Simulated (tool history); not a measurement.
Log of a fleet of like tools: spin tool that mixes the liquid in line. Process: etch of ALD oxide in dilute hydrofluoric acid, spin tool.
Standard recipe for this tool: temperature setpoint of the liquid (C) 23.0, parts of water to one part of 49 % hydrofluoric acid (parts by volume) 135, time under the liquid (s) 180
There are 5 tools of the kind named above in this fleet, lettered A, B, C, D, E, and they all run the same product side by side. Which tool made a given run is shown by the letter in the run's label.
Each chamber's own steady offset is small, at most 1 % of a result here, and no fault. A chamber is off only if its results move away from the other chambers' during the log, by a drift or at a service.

run,hour,temperature setpoint of the liquid (C),parts of water to one part of 49 % hydrofluoric acid (parts by volume),time under the liquid (s),"read-back film thickness of the ALD oxide reference wafer, read on the same gauge (nm)",thickness taken off the ALD oxide on a monitor wafer (nm)
1B,5.1,23.0,135,180,110.01,17.2780
2A,12.9,23.0,135,180,109.99,17.1540
3E,19.4,23.0,135,180,109.98,17.2940
4C,26.0,23.0,135,180,109.99,17.4600
5D,30.7,23.0,135,180,109.98,17.8310
6B,37.9,23.0,135,180,109.99,17.3180
7A,43.4,23.0,135,180,109.99,17.4410
8E,47.5,23.0,135,180,109.99,17.0830
9D,52.5,23.0,135,180,110.00,17.3230
10C,60.7,23.0,135,180,110.00,17.3450
11C,68.8,23.0,80,115,110.02,20.3050
12E,72.6,23.0,80,115,110.01,20.3360
13A,78.0,23.0,80,115,109.98,20.0410
14D,86.3,23.0,80,115,110.00,19.9450
15B,94.3,23.0,80,115,110.00,19.8420
16A,101.8,23.0,135,180,110.01,17.5870
17C,106.7,23.0,135,180,110.00,17.4650
18E,111.9,23.0,135,180,110.02,17.9270
19B,119.7,23.0,135,180,110.03,17.4500
20D,127.5,23.0,135,180,110.00,17.5100
21C,133.4,23.0,135,180,110.03,17.4560
22E,139.1,23.0,135,180,110.01,18.1770
23D,146.3,23.0,135,180,110.00,17.3530
24B,151.1,23.0,135,180,110.01,17.0330
25A,155.1,23.0,135,180,109.99,17.2770
26D,163.3,23.0,135,180,110.00,17.4320
27A,167.8,23.0,135,180,110.02,17.3100
28E,173.1,23.0,135,180,110.01,18.2210
29B,181.0,23.0,135,180,110.02,17.2720
30C,188.0,23.0,135,180,110.00,17.6500
31B,195.7,23.0,135,180,110.00,17.2550
32D,203.7,23.0,135,180,109.99,17.3170
33E,210.6,23.0,135,180,110.00,18.1760
34A,217.3,23.0,135,180,110.01,17.3290
35C,222.7,23.0,135,180,110.00,17.4110
36C,227.3,23.0,135,180,110.00,17.6810
37E,231.8,23.0,135,75,109.99,7.7005

Each of the 5 chambers runs these same settings next. Fill in every chamber's results:
38A,237.7,18.5,135,180,,?
38B,237.7,18.5,135,180,,?
38C,237.7,18.5,135,180,,?
38D,237.7,18.5,135,180,,?
38E,237.7,18.5,135,180,,?

run,thickness taken off the ALD oxide on a monitor wafer (nm)
38A,14.7430
38B,14.2980
38C,14.8490
38D,14.5140
38E,15.1750
